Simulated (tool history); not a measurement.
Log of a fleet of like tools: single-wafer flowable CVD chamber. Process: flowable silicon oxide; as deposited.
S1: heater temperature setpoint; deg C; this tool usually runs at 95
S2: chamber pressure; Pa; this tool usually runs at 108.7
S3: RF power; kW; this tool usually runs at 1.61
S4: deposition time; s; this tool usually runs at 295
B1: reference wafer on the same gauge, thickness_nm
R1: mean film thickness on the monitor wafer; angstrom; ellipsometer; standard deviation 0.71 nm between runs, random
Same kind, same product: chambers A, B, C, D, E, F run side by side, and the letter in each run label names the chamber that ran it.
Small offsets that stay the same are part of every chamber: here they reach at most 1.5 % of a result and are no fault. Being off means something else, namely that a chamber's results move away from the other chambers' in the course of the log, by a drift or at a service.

run,hour,S1,S2,S3,S4,B1,R1
1B,11.5,95,108.7,1.61,295,186.9,2070.4
2C,27.1,95,108.7,1.61,295,187.02,2042
3E,34.4,95,108.7,1.61,295,187.11,2064.6
4D,47.6,95,108.7,1.61,295,186.9,2042.8
5A,56,95,108.7,1.61,295,187.09,2052.1
6F,70.1,95,108.7,1.61,295,187.02,2068.2
7B,78.9,95,108.7,1.61,295,186.92,2078.3
8C,88.5,95,108.7,1.395,295,186.94,1935.8
9E,96.4,95,108.7,1.395,295,186.96,1965
10A,111.7,95,108.7,1.395,295,186.97,1958.7
11D,122.4,95,108.7,1.395,295,187.02,1950
12F,130.8,95,108.7,1.395,295,186.92,1969.2
13A,146,95,108.7,1.395,295,187.08,1962.2
14B,154.5,95,108.7,1.61,295,186.97,2083.6
15E,165,95,108.7,1.61,295,187.04,2062.6
16D,175.6,95,108.7,1.61,295,186.89,2044
17F,185.3,101,108.7,1.495,295,186.97,1664.5
18C,201.4,101,108.7,1.495,295,186.87,1633.5
# hour 209.7: chamber C: thermocouple changed; heater temperature recalibrated
19B,210.1,101,108.7,1.495,295,186.88,1668.3
# hour 215.5: chamber D: thermocouple changed; heater temperature recalibrated
20C,218.8,101,108.7,1.495,295,187.06,1633.1
21F,234.2,101,108.7,1.495,295,187.14,1668.4
22D,243,101,108.7,1.495,295,187.14,1647.4
23E,258.6,95,108.7,1.61,295,186.96,2050.3
# hour 259.7: chamber F: capacitance manometer re-zeroed and calibrated
24A,272.1,95,108.7,1.61,295,187.14,2039.5
25C,279.2,95,108.7,1.61,295,186.92,2042.2
26F,291.1,95,108.7,1.61,295,187.01,2096.9
27A,301.1,95,108.7,1.61,295,187.01,2046.6
28B,311.2,95,108.7,1.61,295,187.05,2085
29D,318.2,95,108.7,1.61,295,187.06,2041.3
30E,330.8,82,108.7,1.61,295,186.98,3079.9
31C,345.9,82,108.7,1.61,295,187.03,3068.4
32D,352.9,82,108.7,1.61,295,187.03,3034.9
33E,367.1,82,108.7,1.61,295,187.08,3087.2
34B,378.2,82,108.7,1.61,295,186.95,3125.5
35F,385.5,82,108.7,1.61,295,187.07,3176.7
36A,397.1,95,108.7,1.61,295,187,2049.2
37E,404.5,95,108.7,1.61,295,187,2063.9
38C,412.6,95,108.7,1.61,295,186.81,2038.2
39A,423.9,95,108.7,1.61,295,187.17,2031.7

Has any chamber moved away from the others, gradually or after a service, or does the common gauge drift, or do the chambers differ only by their own small steady offsets? State the chamber and the most likely cause if one applies.

Chamber F has stood off from the others ever since a service on it.
What lies behind it: true pressure above the setpoint (%) = 1.75.

Below are 4 candidate recipes for chamber F's next run, each the usual settings with a change, their results shown as question marks. Which of them brings F's results back in line with what the other chambers give on the usual settings?
In-line tolerance around the mean of the other chambers on the usual settings: R1 25 angstrom
40F-1,435.5,95,108.7,1.775,295,,?
40F-2,435.5,96,108.7,1.61,295,,?
40F-3,435.5,95,108.7,1.63,309,,?
40F-4,435.5,96,107.5,1.61,293,,?

Other chambers, usual settings, mean: R1 2055.2 angstrom
run,R1
40F-1,2173.5
40F-2,2046.8
40F-3,2222.8
40F-4,2004.2
Change 40F-2 lands the chamber within the allowed miss of the other chambers.

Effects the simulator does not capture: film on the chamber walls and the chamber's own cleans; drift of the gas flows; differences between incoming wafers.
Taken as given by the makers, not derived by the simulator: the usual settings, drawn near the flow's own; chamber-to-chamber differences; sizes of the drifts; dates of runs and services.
